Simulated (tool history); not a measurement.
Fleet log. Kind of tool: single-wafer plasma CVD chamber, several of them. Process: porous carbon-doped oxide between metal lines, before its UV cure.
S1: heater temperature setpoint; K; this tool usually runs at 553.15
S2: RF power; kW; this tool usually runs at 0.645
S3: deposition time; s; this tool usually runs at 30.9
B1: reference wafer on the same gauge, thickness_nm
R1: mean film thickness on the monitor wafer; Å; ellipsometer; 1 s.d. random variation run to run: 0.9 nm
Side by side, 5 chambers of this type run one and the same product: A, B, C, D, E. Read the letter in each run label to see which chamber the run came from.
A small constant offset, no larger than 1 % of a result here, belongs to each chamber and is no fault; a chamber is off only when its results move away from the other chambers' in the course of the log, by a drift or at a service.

run,hour,S1,S2,S3,B1,R1
1C,4.7,553.15,0.645,30.9,226.90,2236.5
2B,14.2,553.15,0.645,30.9,226.87,2210.1
3A,18.8,553.15,0.645,30.9,226.97,2224.3
4E,27.9,553.15,0.645,30.9,227.10,2203.4
5D,32.7,553.15,0.645,30.9,227.05,2208.6
6D,40.8,553.15,0.585,30.9,227.15,2068.3
7B,48.0,553.15,0.585,30.9,227.11,2081.2
8A,55.8,553.15,0.585,30.9,226.81,2079.8
9E,62.9,553.15,0.585,30.9,226.98,2082.4
10C,69.3,553.15,0.585,30.9,226.89,2096.0
11B,77.7,553.15,0.645,30.9,226.79,2207.9
12E,83.3,562.15,0.525,30.9,226.92,1838.3
13C,92.9,562.15,0.525,30.9,227.11,1857.8
14D,99.7,562.15,0.525,30.9,227.08,1810.4
15A,104.2,562.15,0.525,30.9,227.02,1838.4
16B,111.7,562.15,0.525,30.9,227.27,1827.0
17C,116.0,553.15,0.645,30.9,226.81,2239.1
18A,125.4,553.15,0.645,30.9,226.93,2216.5
19E,132.8,553.15,0.645,30.9,227.15,2202.9
20D,140.9,553.15,0.645,30.9,226.87,2163.3
21D,148.8,553.15,0.645,30.9,226.88,2166.9
22B,156.5,553.15,0.645,30.9,226.93,2201.1
23C,164.1,553.15,0.645,30.9,227.14,2238.2
24A,171.8,553.15,0.645,30.9,227.19,2225.7
25E,177.8,553.15,0.645,30.9,227.34,2205.4
26D,183.3,553.15,0.645,28.6,227.15,1995.8
27E,192.0,553.15,0.645,28.6,227.20,2058.1
28B,199.4,553.15,0.645,28.6,227.03,2047.8
29A,206.0,553.15,0.645,28.6,227.07,2055.5
30C,211.3,553.15,0.645,28.6,226.89,2067.9
31E,220.1,553.15,0.645,30.9,227.06,2215.2
32D,224.7,553.15,0.645,30.9,226.91,2128.9
33C,233.7,553.15,0.645,30.9,227.16,2214.6

One chamber off, gauge drift, or nothing amiss beyond the chambers' own small offsets? If it is a chamber, which one, and what is the likeliest cause?

Little by little, chamber D moves away from the other chambers.
Cause: delivered RF power below the setpoint (%) = 5.98.
Not necessarily distinguishable in this log from: wafer temperature above the value expected at the setpoint (K).

Which of the 4 candidates below, each the usual settings with something changed and its results left as question marks, puts chamber D back in line with what the other chambers give on the usual settings?
To be in line, a result may differ from the other chambers' mean on the usual settings by at most: R1 32.0 Å
34D-1,240.7,553.15,0.645,29.5,,?
34D-2,240.7,554.15,0.635,30.9,,?
34D-3,240.7,550.15,0.645,30.9,,?
34D-4,240.7,551.15,0.675,30.9,,?

Mean of the other chambers on the usual settings: R1 2219.9 Å
run,R1
34D-1,2025.3
34D-2,2083.9
34D-3,2159.7
34D-4,2210.1
It is 34D-4 that realigns the chamber with its peers.

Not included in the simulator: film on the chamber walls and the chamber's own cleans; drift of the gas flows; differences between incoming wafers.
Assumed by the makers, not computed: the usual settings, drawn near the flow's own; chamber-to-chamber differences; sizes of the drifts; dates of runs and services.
